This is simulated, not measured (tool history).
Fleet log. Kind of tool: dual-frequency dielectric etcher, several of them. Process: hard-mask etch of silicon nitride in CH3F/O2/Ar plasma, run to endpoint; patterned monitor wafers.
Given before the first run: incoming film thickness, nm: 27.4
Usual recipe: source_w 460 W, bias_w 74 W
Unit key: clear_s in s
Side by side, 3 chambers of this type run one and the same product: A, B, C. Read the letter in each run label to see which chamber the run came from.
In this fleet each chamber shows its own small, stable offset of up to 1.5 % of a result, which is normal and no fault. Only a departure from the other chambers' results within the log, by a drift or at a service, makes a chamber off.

run	day	source_w	bias_w	clear_s
1A	0.288	460	74	37.3
2C	0.667	460	74	37.266
3B	1.088	460	74	37.259
4C	1.75	460	74	37.162
5B	2.358	460	74	37.045
6A	2.833	460	74	37.391
7A	3.425	420	57	41.734
8B	3.842	420	57	41.892
9C	4.429	420	57	41.62
10C	4.879	460	74	37.153
11A	5.442	460	74	37.258
12B	6.046	460	74	36.97
13B	6.512	460	74	36.989
14A	6.821	460	74	37.019
15C	7.392	460	74	37.052
16A	7.8	460	74	36.984
17C	8.238	460	74	37.283
18B	8.625	460	74	37.202
19B	8.921	460	74	37.197
20A	9.288	460	74	37.188
# day 9.583: chamber A: wet clean of the chamber
21C	9.625	460	74	37.01
# day 9.633: chamber C: wet clean of the chamber
22A	10.162	460	74	38.772
23C	10.812	460	74	36.866
24B	11.188	460	74	36.868
25B	11.658	460	74	37.126
26C	11.996	460	74	36.902
27A	12.658	460	74	38.299
28B	13.121	460	68	38.438
29C	13.429	460	68	37.769
30A	13.75	460	68	39.526
# day 14.15: chamber B: wet clean of the chamber
31A	14.196	460	74	38.801
32C	14.762	460	74	36.877
33B	15.096	460	74	37.188
34A	15.675	460	74	38.607
35B	16.042	460	74	37.073
36C	16.671	460	74	36.982

Has any chamber moved away from the others, gradually or after a service, or does the common gauge drift, or do the chambers differ only by their own small steady offsets? State the chamber and the most likely cause if one applies.

The work done on chamber A during a service left it standing apart from the others.
Cause: etch rate under this chamber's usual, % = 3.52.

Which of the 4 candidates below, each the usual settings with something changed and its results left as question marks, puts chamber A back in line with what the other chambers give on the usual settings?
In line here means within this much of the mean the other chambers give on the usual settings: clear_s 0.56 s
37A-1	17.146	470	74	?
37A-2	17.146	460	71	?
37A-3	17.146	410	74	?
37A-4	17.146	510	74	?

Other chambers, usual settings, mean: clear_s 37.036 s
run	clear_s
37A-1	38.17
37A-2	39.018
37A-3	40.184
37A-4	37.01
Change 37A-4 lands the chamber within the allowed miss of the other chambers.
